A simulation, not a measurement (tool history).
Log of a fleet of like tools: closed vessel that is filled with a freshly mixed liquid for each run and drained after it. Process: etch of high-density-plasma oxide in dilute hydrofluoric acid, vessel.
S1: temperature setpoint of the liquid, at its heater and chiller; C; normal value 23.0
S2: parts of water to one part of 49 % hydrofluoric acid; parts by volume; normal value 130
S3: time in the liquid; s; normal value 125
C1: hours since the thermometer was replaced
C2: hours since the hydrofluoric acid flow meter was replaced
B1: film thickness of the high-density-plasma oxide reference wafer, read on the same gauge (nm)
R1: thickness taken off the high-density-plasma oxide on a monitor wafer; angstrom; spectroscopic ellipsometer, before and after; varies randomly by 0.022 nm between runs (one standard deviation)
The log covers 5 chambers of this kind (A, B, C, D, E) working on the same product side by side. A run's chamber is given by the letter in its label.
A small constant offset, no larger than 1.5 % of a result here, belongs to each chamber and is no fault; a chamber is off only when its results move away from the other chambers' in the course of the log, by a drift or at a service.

run,hour,S1,S2,S3,C1,C2,B1,R1
1E,3.3,23.0,130,125,455.7,239.2,130.00,58.914
2B,8.1,23.0,130,125,311.8,51.8,130.00,59.193
3C,10.9,23.0,130,125,177.4,821.7,129.99,58.293
4D,13.9,23.0,130,125,1757.4,747.1,130.02,59.454
5A,16.6,23.0,130,125,627.7,589.9,130.01,58.930
6A,20.6,23.0,130,55,631.7,593.9,129.99,26.025
7E,25.9,23.0,130,55,478.3,261.8,130.01,25.866
8D,29.9,23.0,130,55,1773.4,763.1,130.02,26.050
9B,34.6,23.0,130,55,338.3,78.3,129.98,25.856
# hour 35.6: chamber D: hydrofluoric acid flow meter replaced
10C,39.3,23.0,130,55,205.8,850.1,130.01,25.426
11E,42.8,23.0,130,125,495.2,278.7,130.00,59.139
12C,45.9,23.0,130,125,212.4,856.7,130.00,57.833
# hour 48.6: chamber A: thermometer replaced
13D,51.1,23.0,130,125,1794.6,15.6,129.99,59.421
14B,56.0,23.0,130,125,359.7,99.7,130.00,59.223
15A,59.8,21.0,130,80,11.3,633.1,129.98,35.108
16E,65.6,21.0,130,80,518.0,301.5,129.99,34.839
17C,70.1,21.0,130,80,236.6,880.9,129.99,34.548
18A,72.9,21.0,130,80,24.4,646.2,130.01,34.550
# hour 75.1: chamber C: hydrofluoric acid flow meter replaced
19B,75.8,21.0,130,80,379.5,119.5,130.01,35.154
20D,81.6,23.0,130,125,1825.1,46.1,130.00,59.514
21B,87.3,19.5,170,125,391.0,131.0,130.00,37.986
22D,93.2,19.5,170,125,1836.7,57.7,129.98,38.109
23C,98.4,19.5,170,125,264.9,23.4,130.02,36.963
24E,103.4,19.5,170,125,555.8,339.3,129.98,37.807
25A,107.8,19.5,170,125,59.3,681.1,129.99,37.393
26A,110.6,23.0,130,125,62.1,683.9,129.99,58.970
27B,114.2,23.0,130,125,417.9,157.9,129.99,59.194
28E,116.9,23.0,150,195,569.3,352.8,130.00,78.322
29D,121.3,23.0,150,195,1864.8,85.8,130.02,79.068
30C,124.1,23.0,150,195,290.6,49.1,130.00,76.638
31E,130.1,23.0,150,195,582.5,366.0,130.01,78.200
32C,134.1,23.0,150,195,300.6,59.1,130.01,76.821
33B,138.6,23.0,130,125,442.3,182.3,130.00,58.960
34A,144.6,23.0,130,125,96.1,717.9,130.02,59.107

Is one chamber off against the others, does the gauge drift, or is nothing wrong? If a chamber is off, say which, and what the likeliest cause is.

No chamber stands off beyond its own small offset, and the gauge holds steady.
